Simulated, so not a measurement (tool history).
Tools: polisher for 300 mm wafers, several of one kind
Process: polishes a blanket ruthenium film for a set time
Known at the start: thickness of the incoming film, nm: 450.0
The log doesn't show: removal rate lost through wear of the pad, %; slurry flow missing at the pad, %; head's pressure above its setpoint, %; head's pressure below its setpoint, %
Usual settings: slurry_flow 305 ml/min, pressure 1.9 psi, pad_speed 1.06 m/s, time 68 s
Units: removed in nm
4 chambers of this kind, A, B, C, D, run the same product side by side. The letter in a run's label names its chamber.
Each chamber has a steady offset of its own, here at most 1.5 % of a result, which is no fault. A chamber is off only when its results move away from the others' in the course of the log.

run,hour,slurry_flow,pressure,pad_speed,time,wafers polished on this pad,hours since the slurry nozzle was cleaned,hours since the head pressure was calibrated,removed
# hour 0.7: chamber C: worn pad replaced by a new one
# hour 7.4: chamber A: worn pad replaced by a new one
1A,8.7,305,1.9,1.06,68,17,648.8,1069.7,73.192
# hour 10.4: chamber B: worn pad replaced by a new one
2D,16.9,305,1.9,1.06,68,668,75.3,586.2,74.040
3B,30.6,305,1.9,1.06,68,253,498.7,49.0,74.104
# hour 34.9: chamber B: slurry nozzle cleaned
4C,43.1,305,1.9,1.06,68,530,106.5,316.9,73.197
5B,56.6,305,1.9,1.06,68,578,21.8,75.0,74.209
6D,67.3,305,2.5,1.22,68,1299,125.7,636.6,112.040
# hour 72.2: chamber D: worn pad replaced by a new one
7A,79.3,305,2.5,1.22,68,900,719.4,1140.3,110.370
# hour 79.8: chamber A: worn pad replaced by a new one
# hour 89.4: chamber C: worn pad replaced by a new one
# hour 89.6: chamber B: worn pad replaced by a new one
8C,91.4,305,2.5,1.22,68,25,154.8,365.2,111.470
9D,99.8,305,2.5,1.22,68,346,158.2,669.1,111.290
10B,110.8,305,1.9,1.06,68,265,76.0,129.2,74.748
11A,120.3,220,2.2,1.06,68,507,760.4,1181.3,81.940
12C,133.9,220,2.2,1.06,68,557,197.3,407.7,82.196
# hour 137.6: chamber A: slurry nozzle cleaned
13B,143.5,220,2.2,1.06,68,674,108.7,161.9,82.331
# hour 146.3: chamber A: worn pad replaced by a new one
14A,152.3,220,2.2,1.06,68,75,14.7,1213.3,82.539
15C,161.7,305,1.9,1.06,68,904,225.1,435.5,73.647
# hour 167.5: chamber B: worn pad replaced by a new one
16D,171.1,305,1.9,1.06,68,1238,229.5,740.4,74.361
# hour 176.0: chamber C: head pressure recalibrated
17B,178.1,305,1.9,1.06,68,133,143.3,196.5,74.786
# hour 183.9: chamber D: slurry nozzle cleaned
18C,188.3,305,1.9,1.06,68,1237,251.7,12.4,67.053
# hour 196.2: chamber C: worn pad replaced by a new one
19D,200.7,305,1.9,1.06,68,1608,16.8,770.0,74.064
# hour 203.6: chamber D: worn pad replaced by a new one
# hour 206.8: chamber A: worn pad replaced by a new one
20A,206.8,305,1.9,1.06,68,0,69.2,1267.8,74.346
21B,220.0,305,1.9,1.06,68,657,185.2,238.4,74.048
22D,227.6,305,1.9,1.06,68,300,43.7,796.9,75.087
# hour 232.4: chamber B: worn pad replaced by a new one
23A,237.2,305,1.9,1.06,68,381,99.6,1298.2,74.624
24C,251.1,305,1.9,1.06,68,687,314.5,75.2,66.316
25B,262.6,305,1.9,1.06,68,378,227.8,281.0,74.631
26D,271.2,305,1.9,1.06,68,846,87.3,840.5,73.779
# hour 272.9: chamber A: worn pad replaced by a new one
27C,280.6,305,1.9,1.06,68,1056,344.0,104.7,67.573
28A,292.6,305,1.9,1.06,68,246,155.0,1353.6,73.355
# hour 293.4: chamber C: worn pad replaced by a new one
29C,299.8,305,1.9,1.06,68,80,363.2,123.9,68.383
# hour 306.4: chamber B: worn pad replaced by a new one
30B,310.0,305,1.9,1.06,68,45,275.2,328.4,74.489
# hour 315.4: chamber D: worn pad replaced by a new one
31D,318.8,305,1.9,1.06,68,43,134.9,888.1,73.612
# hour 324.2: chamber A: head pressure recalibrated
32A,331.6,305,1.9,1.06,68,734,194.0,7.5,73.512
33B,338.4,305,1.9,1.06,85,401,303.6,356.8,92.911
34D,346.7,305,1.9,1.06,85,392,162.8,916.0,92.194

Is one chamber off against the others, does the gauge drift, or is nothing wrong? If a chamber is off, say which, and what the likeliest cause is.

A service left chamber C off against the others.
Cause: head's pressure below its setpoint, % = 8.53.

Here are 4 candidates for chamber C's next run, each the usual settings with a change, their results left as question marks. Which one brings its results back in line with what the others give on the usual settings?
In line means no further than this from the other chambers' mean on the usual settings: removed 1.600 nm
35C-1,356.8,305,2.0,1.14,73,,,,?
35C-2,356.8,305,1.9,1.06,62,,,,?
35C-3,356.8,305,1.9,1.06,56,,,,?
35C-4,356.8,305,2.0,1.08,70,,,,?

The other chambers' mean on the usual settings: removed 73.958 nm
run,removed
35C-1,81.723
35C-2,61.405
35C-3,55.463
35C-4,74.294
35C-4 brings the chamber back in line.
